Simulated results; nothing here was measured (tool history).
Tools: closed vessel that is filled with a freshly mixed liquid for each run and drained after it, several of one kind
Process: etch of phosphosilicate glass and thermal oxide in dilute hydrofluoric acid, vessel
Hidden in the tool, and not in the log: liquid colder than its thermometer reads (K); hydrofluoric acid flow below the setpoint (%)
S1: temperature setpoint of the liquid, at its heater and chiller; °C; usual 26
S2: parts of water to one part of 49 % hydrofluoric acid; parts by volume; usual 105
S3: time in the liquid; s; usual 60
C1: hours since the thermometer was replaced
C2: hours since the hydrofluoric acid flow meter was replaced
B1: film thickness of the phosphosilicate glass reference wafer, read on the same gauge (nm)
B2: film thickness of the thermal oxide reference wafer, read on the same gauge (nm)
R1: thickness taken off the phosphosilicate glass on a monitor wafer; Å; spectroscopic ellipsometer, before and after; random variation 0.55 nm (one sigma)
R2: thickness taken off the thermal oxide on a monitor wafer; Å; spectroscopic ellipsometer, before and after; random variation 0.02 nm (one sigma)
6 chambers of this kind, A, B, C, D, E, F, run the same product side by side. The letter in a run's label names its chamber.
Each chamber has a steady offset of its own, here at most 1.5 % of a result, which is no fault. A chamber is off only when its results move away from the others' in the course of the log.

run 1B hour=5.4 | S1=26 S2=105 S3=60 | C1=354.1 C2=16.9 | B1=130.01 B2=110.02 | R1=1189.7 R2=28.956
run 2E hour=9.7 | S1=26 S2=105 S3=60 | C1=469.4 C2=1678.8 | B1=130 B2=109.99 | R1=1181.3 R2=28.665
run 3A hour=13.6 | S1=26 S2=105 S3=60 | C1=165.7 C2=857.3 | B1=130.01 B2=110.01 | R1=1177.9 R2=28.921
run 4F hour=19.2 | S1=26 S2=105 S3=60 | C1=1766.5 C2=43 | B1=129.99 B2=109.99 | R1=1182.1 R2=29.036
run 5D hour=22.9 | S1=23 S2=135 S3=60 | C1=923.4 C2=289.3 | B1=130.01 B2=110 | R1=788.08 R2=19.346
run 6C hour=27.5 | S1=23 S2=135 S3=60 | C1=853.2 C2=1169.4 | B1=130.02 B2=109.98 | R1=785.63 R2=19.346
run 7D hour=32.9 | S1=23 S2=135 S3=60 | C1=933.4 C2=299.3 | B1=129.98 B2=109.98 | R1=790.67 R2=19.143
run 8E hour=39.4 | S1=23 S2=135 S3=60 | C1=499.1 C2=1708.5 | B1=130.01 B2=110.01 | R1=788.89 R2=19.039
run 9A hour=44.7 | S1=23 S2=135 S3=60 | C1=196.8 C2=888.4 | B1=130 B2=110 | R1=785.33 R2=19.278
run 10F hour=50.7 | S1=23 S2=135 S3=60 | C1=1798 C2=74.5 | B1=130.01 B2=110.03 | R1=779.12 R2=19.033
run 11B hour=56 | S1=26 S2=105 S3=60 | C1=404.7 C2=67.5 | B1=129.99 B2=110.02 | R1=1194.6 R2=28.713
run 12C hour=59.6 | S1=26 S2=105 S3=40 | C1=885.3 C2=1201.5 | B1=130 B2=110.03 | R1=781.52 R2=19.115
run 13B hour=65.7 | S1=26 S2=105 S3=40 | C1=414.4 C2=77.2 | B1=130.02 B2=109.99 | R1=786.85 R2=19.348
run 14A hour=69.4 | S1=26 S2=105 S3=40 | C1=221.5 C2=913.1 | B1=129.98 B2=110 | R1=780.94 R2=19.304
run 15D hour=74 | S1=26 S2=105 S3=40 | C1=974.5 C2=340.4 | B1=130.01 B2=109.97 | R1=792.54 R2=19.412
run 16F hour=78.1 | S1=26 S2=105 S3=40 | C1=1825.4 C2=101.9 | B1=130.01 B2=109.99 | R1=786.35 R2=19.224
run 17C hour=81.8 | S1=26 S2=105 S3=40 | C1=907.5 C2=1223.7 | B1=129.98 B2=109.99 | R1=783.38 R2=19.409
run 18E hour=88.1 | S1=26 S2=85 S3=70 | C1=547.8 C2=1757.2 | B1=130 B2=109.99 | R1=1747.6 R2=42.115
run 19D hour=92.7 | S1=26 S2=85 S3=70 | C1=993.2 C2=359.1 | B1=130 B2=110.01 | R1=1770 R2=43.078
run 20A hour=98.7 | S1=26 S2=85 S3=70 | C1=250.8 C2=942.4 | B1=130 B2=109.97 | R1=1737 R2=42.94
run 21E hour=104.1 | S1=26 S2=85 S3=70 | C1=563.8 C2=1773.2 | B1=129.99 B2=110.01 | R1=1754.3 R2=41.917
run 22C hour=109.2 | S1=26 S2=85 S3=70 | C1=934.9 C2=1251.1 | B1=130 B2=109.99 | R1=1737.6 R2=43.175
run 23B hour=113.7 | S1=26 S2=85 S3=70 | C1=462.4 C2=125.2 | B1=130.01 B2=109.99 | R1=1751.6 R2=42.716
run 24F hour=118 | S1=26 S2=145 S3=45 | C1=1865.3 C2=141.8 | B1=129.98 B2=109.97 | R1=610.27 R2=14.629
run 25A hour=122.8 | S1=26 S2=145 S3=45 | C1=274.9 C2=966.5 | B1=129.96 B2=110.05 | R1=603.71 R2=15.028
run 26E hour=126.6 | S1=26 S2=145 S3=45 | C1=586.3 C2=1795.7 | B1=130.03 B2=109.99 | R1=611.31 R2=14.787
run 27C hour=130.9 | S1=26 S2=145 S3=45 | C1=956.6 C2=1272.8 | B1=130.01 B2=109.99 | R1=606.67 R2=15.118
run 28B hour=135.7 | S1=26 S2=145 S3=45 | C1=484.4 C2=147.2 | B1=129.99 B2=110.01 | R1=617.51 R2=14.838
run 29F hour=141.9 | S1=26 S2=145 S3=45 | C1=1889.2 C2=165.7 | B1=129.99 B2=109.99 | R1=607.46 R2=14.622
run 30D hour=146.3 | S1=26 S2=105 S3=60 | C1=1046.8 C2=412.7 | B1=129.98 B2=110.01 | R1=1187.2 R2=28.805
run 31C hour=149.3 | S1=26 S2=105 S3=60 | C1=975 C2=1291.2 | B1=130 B2=109.97 | R1=1174.5 R2=28.95
run 32E hour=155.4 | S1=26 S2=105 S3=60 | C1=615.1 C2=1824.5 | B1=129.99 B2=110 | R1=1194.1 R2=28.197
run 33F hour=160.9 | S1=26 S2=105 S3=60 | C1=1908.2 C2=184.7 | B1=129.99 B2=110.02 | R1=1179.3 R2=28.667
run 34D hour=165.3 | S1=26 S2=105 S3=60 | C1=1065.8 C2=431.7 | B1=130.01 B2=109.98 | R1=1186.1 R2=28.859
run 35A hour=170.6 | S1=26 S2=105 S3=60 | C1=322.7 C2=1014.3 | B1=129.99 B2=109.96 | R1=1176.6 R2=28.767
run 36B hour=176.9 | S1=24 S2=65 S3=60 | C1=525.6 C2=188.4 | B1=129.99 B2=110.01 | R1=1853.9 R2=45.032
run 37A hour=181.6 | S1=24 S2=65 S3=60 | C1=333.7 C2=1025.3 | B1=130.02 B2=110.02 | R1=1863.8 R2=45.49
run 38B hour=185.3 | S1=24 S2=65 S3=60 | C1=534 C2=196.8 | B1=130.01 B2=110 | R1=1859.4 R2=45.34
run 39F hour=188.4 | S1=24 S2=65 S3=60 | C1=1935.7 C2=212.2 | B1=130 B2=110 | R1=1877.4 R2=45.244

Is one chamber off against the others, does the gauge drift, or is nothing wrong? If a chamber is off, say which, and what the likeliest cause is.

No chamber stands off beyond its own small offset, and the gauge holds steady.

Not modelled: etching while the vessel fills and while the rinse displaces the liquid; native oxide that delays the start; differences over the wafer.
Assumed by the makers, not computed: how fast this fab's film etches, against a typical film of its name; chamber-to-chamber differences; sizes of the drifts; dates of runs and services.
